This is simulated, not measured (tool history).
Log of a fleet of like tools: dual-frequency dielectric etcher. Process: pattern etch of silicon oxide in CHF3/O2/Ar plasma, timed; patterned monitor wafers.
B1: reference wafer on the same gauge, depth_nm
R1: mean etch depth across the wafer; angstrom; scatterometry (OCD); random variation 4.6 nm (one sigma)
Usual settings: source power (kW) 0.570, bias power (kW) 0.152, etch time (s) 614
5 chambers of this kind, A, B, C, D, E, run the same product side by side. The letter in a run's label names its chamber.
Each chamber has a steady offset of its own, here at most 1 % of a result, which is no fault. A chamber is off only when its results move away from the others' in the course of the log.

Run 1C, day 0.254: usual settings; B1 1279.3. Result: R1 11185 angstrom.
Run 2A, day 0.454: usual settings; B1 1281.1. Result: R1 11290 angstrom.
Run 3E, day 0.592: usual settings; B1 1280.1. Result: R1 11142 angstrom.
Run 4D, day 0.725: usual settings; B1 1278.5. Result: R1 11276 angstrom.
Run 5B, day 0.979: usual settings; B1 1280.4. Result: R1 11401 angstrom.
Run 6B, day 1.121: usual settings; B1 1280.6. Result: R1 11376 angstrom.
Run 7E, day 1.317: usual settings but bias power (kW) 0.135; B1 1279.5. Result: R1 10721 angstrom.
Run 8A, day 1.571: usual settings but bias power (kW) 0.135; B1 1278.7. Result: R1 10877 angstrom.
Run 9D, day 1.704: usual settings but bias power (kW) 0.135; B1 1279.2. Result: R1 10972 angstrom.
Run 10C, day 1.942: usual settings but bias power (kW) 0.135; B1 1280.7. Result: R1 10797 angstrom.
Run 11C, day 2.188: usual settings but bias power (kW) 0.135; B1 1279.3. Result: R1 10803 angstrom.
Run 12A, day 2.367: usual settings; B1 1278.6. Result: R1 11214 angstrom.
Run 13D, day 2.608: usual settings; B1 1281.0. Result: R1 11295 angstrom.
Run 14E, day 2.850: usual settings; B1 1279.4. Result: R1 11193 angstrom.
Run 15B, day 2.983: usual settings; B1 1279.7. Result: R1 11328 angstrom.
Run 16C, day 3.200: usual settings; B1 1278.5. Result: R1 11272 angstrom.
Run 17B, day 3.342: usual settings; B1 1279.7. Result: R1 11399 angstrom.
Run 18E, day 3.554: usual settings; B1 1278.8. Result: R1 11192 angstrom.
Run 19D, day 3.762: usual settings; B1 1279.0. Result: R1 11342 angstrom.
Run 20A, day 4.008: usual settings; B1 1279.2. Result: R1 11183 angstrom.
Run 21C, day 4.238: usual settings; B1 1281.2. Result: R1 11201 angstrom.
Run 22B, day 4.496: usual settings but source power (kW) 0.630, bias power (kW) 0.115; B1 1280.1. Result: R1 10763 angstrom.
Run 23D, day 4.712: usual settings but source power (kW) 0.630, bias power (kW) 0.115; B1 1280.7. Result: R1 10793 angstrom.
Run 24E, day 4.912: usual settings but source power (kW) 0.630, bias power (kW) 0.115; B1 1280.5. Result: R1 10678 angstrom.
Run 25A, day 5.162: usual settings but source power (kW) 0.630, bias power (kW) 0.115; B1 1278.7. Result: R1 10536 angstrom.
Run 26A, day 5.412: usual settings but source power (kW) 0.630, bias power (kW) 0.115; B1 1280.4. Result: R1 10539 angstrom.
Run 27E, day 5.558: usual settings; B1 1279.9. Result: R1 11165 angstrom.
Run 28C, day 5.700: usual settings; B1 1280.3. Result: R1 11286 angstrom.
Run 29B, day 5.867: usual settings; B1 1279.7. Result: R1 11412 angstrom.
Run 30D, day 6.042: usual settings; B1 1280.6. Result: R1 11324 angstrom.
Run 31A, day 6.283: usual settings; B1 1279.4. Result: R1 11000 angstrom.
At day 6.342: chamber B: wet clean of the chamber.
Run 32B, day 6.417: usual settings; B1 1279.7. Result: R1 11359 angstrom.
Run 33E, day 6.604: usual settings; B1 1280.2. Result: R1 11184 angstrom.
Run 34D, day 6.742: usual settings but bias power (kW) 0.120; B1 1281.2. Result: R1 10484 angstrom.
Run 35C, day 6.912: usual settings but bias power (kW) 0.120; B1 1278.7. Result: R1 10520 angstrom.
Run 36C, day 7.171: usual settings but bias power (kW) 0.120; B1 1280.5. Result: R1 10494 angstrom.
Run 37E, day 7.300: usual settings but bias power (kW) 0.120; B1 1279.2. Result: R1 10382 angstrom.
Run 38A, day 7.500: usual settings but bias power (kW) 0.120; B1 1279.6. Result: R1 10073 angstrom.
Run 39D, day 7.633: usual settings; B1 1279.8. Result: R1 11320 angstrom.
Run 40B, day 7.800: usual settings; B1 1279.0. Result: R1 11431 angstrom.
Run 41D, day 7.938: usual settings; B1 1279.9. Result: R1 11272 angstrom.
Run 42B, day 8.175: usual settings; B1 1280.8. Result: R1 11373 angstrom.
Run 43C, day 8.346: usual settings; B1 1281.5. Result: R1 11253 angstrom.

Next, every chamber runs the same settings. What will each give?
Run 44A, day 8.542: usual settings but bias power (kW) 0.136. Result: R1 ?.
Run 44B, day 8.542: usual settings but bias power (kW) 0.136. Result: R1 ?.
Run 44C, day 8.542: usual settings but bias power (kW) 0.136. Result: R1 ?.
Run 44D, day 8.542: usual settings but bias power (kW) 0.136. Result: R1 ?.
Run 44E, day 8.542: usual settings but bias power (kW) 0.136. Result: R1 ?.

run     R1
44A  10409
44B  10918
44C  10921
44D  10903
44E  10790
